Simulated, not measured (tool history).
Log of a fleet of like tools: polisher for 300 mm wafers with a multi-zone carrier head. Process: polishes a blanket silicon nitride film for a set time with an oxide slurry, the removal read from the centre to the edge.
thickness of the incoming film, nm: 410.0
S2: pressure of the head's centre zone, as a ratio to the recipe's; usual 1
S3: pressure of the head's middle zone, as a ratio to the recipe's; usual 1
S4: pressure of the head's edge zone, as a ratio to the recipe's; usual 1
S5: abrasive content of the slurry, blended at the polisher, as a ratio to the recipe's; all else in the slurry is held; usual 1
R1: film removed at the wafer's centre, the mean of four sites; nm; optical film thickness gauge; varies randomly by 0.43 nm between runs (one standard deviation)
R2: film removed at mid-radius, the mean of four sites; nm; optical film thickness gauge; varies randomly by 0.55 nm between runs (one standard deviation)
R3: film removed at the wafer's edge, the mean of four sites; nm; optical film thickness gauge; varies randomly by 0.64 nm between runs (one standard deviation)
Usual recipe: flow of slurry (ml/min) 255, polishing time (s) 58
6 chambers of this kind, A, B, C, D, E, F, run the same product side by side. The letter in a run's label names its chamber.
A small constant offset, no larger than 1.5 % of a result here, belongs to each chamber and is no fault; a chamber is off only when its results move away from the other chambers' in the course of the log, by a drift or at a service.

Run 1B, hour 6.6: usual settings. Result: R1 44.039 nm, R2 43.853 nm, R3 44.022 nm.
Run 2F, hour 17.2: usual settings. Result: R1 42.96 nm, R2 43.755 nm, R3 43.733 nm.
At hour 20.4: chamber A: worn pad replaced by a new one.
At hour 21.6: chamber F: slurry nozzle cleaned.
Run 3A, hour 23.5: usual settings. Result: R1 44.724 nm, R2 42.651 nm, R3 44.603 nm.
At hour 28.5: chamber D: worn pad replaced by a new one.
Run 4E, hour 33.1: usual settings. Result: R1 43.715 nm, R2 42.826 nm, R3 44.697 nm.
Run 5D, hour 46.3: usual settings. Result: R1 43.994 nm, R2 43.112 nm, R3 43.628 nm.
At hour 54.2: chamber F: worn pad replaced by a new one.
Run 6C, hour 57.4: usual settings. Result: R1 44.481 nm, R2 43.609 nm, R3 43.945 nm.
Run 7D, hour 63.9: usual settings. Result: R1 44.218 nm, R2 42.878 nm, R3 42.58 nm.
At hour 65.6: chamber C: worn pad replaced by a new one.
Run 8B, hour 70.9: usual settings. Result: R1 43.441 nm, R2 42.58 nm, R3 44.501 nm.
Run 9E, hour 81.6: usual settings. Result: R1 43.967 nm, R2 44.391 nm, R3 44.313 nm.
Run 10C, hour 89.3: usual settings. Result: R1 43.414 nm, R2 44.054 nm, R3 43.303 nm.
At hour 90.5: chamber E: worn pad replaced by a new one.
Run 11A, hour 99.2: usual settings. Result: R1 44.704 nm, R2 43.276 nm, R3 44.094 nm.
At hour 108.8: chamber A: edge zone pressure recalibrated.
Run 12F, hour 113.4: usual settings. Result: R1 44.109 nm, R2 43.54 nm, R3 44.039 nm.
At hour 113.7: chamber D: slurry nozzle cleaned.
At hour 115.2: chamber A: worn pad replaced by a new one.
Run 13D, hour 120.5: usual settings. Result: R1 43.857 nm, R2 44.509 nm, R3 43.227 nm.
At hour 125: chamber D: worn pad replaced by a new one.
Run 14C, hour 129.5: usual settings. Result: R1 43.969 nm, R2 43.497 nm, R3 43.538 nm.
Run 15F, hour 142.9: usual settings. Result: R1 43.685 nm, R2 43.613 nm, R3 43.47 nm.
Run 16A, hour 154.9: usual settings. Result: R1 44.842 nm, R2 44.071 nm, R3 43.874 nm.
At hour 156.8: chamber D: centre zone pressure recalibrated.
Run 17B, hour 161.9: usual settings. Result: R1 42.916 nm, R2 42.736 nm, R3 42.514 nm.
Run 18E, hour 169.6: usual settings. Result: R1 44.198 nm, R2 43.07 nm, R3 44.179 nm.
Run 19D, hour 181.2: usual settings. Result: R1 43.099 nm, R2 43.319 nm, R3 42.939 nm.
Run 20F, hour 188.5: usual settings. Result: R1 43.651 nm, R2 43.891 nm, R3 43.997 nm.
Run 21A, hour 196.3: usual settings. Result: R1 43.788 nm, R2 42.853 nm, R3 43.489 nm.
At hour 200.6: chamber A: slurry nozzle cleaned.
At hour 201.1: chamber E: slurry nozzle cleaned.
At hour 204.8: chamber B: slurry nozzle cleaned.
Run 22B, hour 205.7: usual settings. Result: R1 41.667 nm, R2 41.73 nm, R3 41.799 nm.
At hour 212.8: chamber D: edge zone pressure recalibrated.
At hour 214.7: chamber A: worn pad replaced by a new one.
At hour 216: chamber D: worn pad replaced by a new one.
Run 23E, hour 220.2: usual settings. Result: R1 43.972 nm, R2 44.598 nm, R3 43.349 nm.
At hour 223.7: chamber F: worn pad replaced by a new one.
At hour 225.9: chamber C: worn pad replaced by a new one.
Run 24C, hour 227.6: usual settings. Result: R1 44.626 nm, R2 42.893 nm, R3 44.823 nm.
At hour 228.8: chamber E: worn pad replaced by a new one.
Run 25E, hour 238.8: usual settings. Result: R1 43.895 nm, R2 44.087 nm, R3 43.911 nm.
At hour 250.9: chamber F: slurry nozzle cleaned.
At hour 251.2: chamber E: centre zone pressure recalibrated.
Run 26D, hour 252: usual settings. Result: R1 43.64 nm, R2 42.935 nm, R3 42.589 nm.
Run 27F, hour 258.4: usual settings but S2 0.95, S5 0.8. Result: R1 37.38 nm, R2 39.789 nm, R3 39.182 nm.
Run 28C, hour 268.7: usual settings but S2 0.95, S5 0.8. Result: R1 37.166 nm, R2 39.01 nm, R3 39.736 nm.
Run 29A, hour 278.3: usual settings but S2 0.95, S5 0.8. Result: R1 37.579 nm, R2 38.933 nm, R3 39.795 nm.
Run 30B, hour 286.1: usual settings but S2 0.95, S5 0.8. Result: R1 34.889 nm, R2 37.179 nm, R3 36.115 nm.
At hour 286.8: chamber C: edge zone pressure recalibrated.
Run 31E, hour 299: usual settings but S2 0.95, S5 0.8. Result: R1 37.671 nm, R2 39.486 nm, R3 38.969 nm.
At hour 301.4: chamber D: worn pad replaced by a new one.
Run 32A, hour 306.6: usual settings but S2 0.95, S5 0.8. Result: R1 37.306 nm, R2 38.883 nm, R3 38.837 nm.
Run 33F, hour 314: usual settings. Result: R1 42.945 nm, R2 44.137 nm, R3 44.852 nm.
Run 34B, hour 325.2: usual settings but flow of slurry (ml/min) 220, S4 0.94. Result: R1 40.245 nm, R2 39.603 nm, R3 38.729 nm.
Run 35C, hour 333.1: usual settings but flow of slurry (ml/min) 220, S4 0.94. Result: R1 43.178 nm, R2 42.777 nm, R3 42.132 nm.
Run 36D, hour 346.3: usual settings but flow of slurry (ml/min) 220, S4 0.94. Result: R1 43.209 nm, R2 42.723 nm, R3 39.964 nm.
Run 37E, hour 355: usual settings but flow of slurry (ml/min) 220, S4 0.94. Result: R1 42.903 nm, R2 43.642 nm, R3 42.354 nm.

Each of the 6 chambers runs these same settings next. Fill in every chamber's results:
Run 38A, hour 365.4: usual settings but polishing time (s) 70. Result: R1 ?, R2 ?, R3 ?.
Run 38B, hour 365.4: usual settings but polishing time (s) 70. Result: R1 ?, R2 ?, R3 ?.
Run 38C, hour 365.4: usual settings but polishing time (s) 70. Result: R1 ?, R2 ?, R3 ?.
Run 38D, hour 365.4: usual settings but polishing time (s) 70. Result: R1 ?, R2 ?, R3 ?.
Run 38E, hour 365.4: usual settings but polishing time (s) 70. Result: R1 ?, R2 ?, R3 ?.
Run 38F, hour 365.4: usual settings but polishing time (s) 70. Result: R1 ?, R2 ?, R3 ?.

run      R1      R2      R3
38A  53.065  51.839  52.265
38B  47.823  47.104  48.259
38C  53.377  53.563  53.503
38D  53.595  52.258  51.498
38E  52.643  52.265  52.646
38F  52.539  52.775  52.791
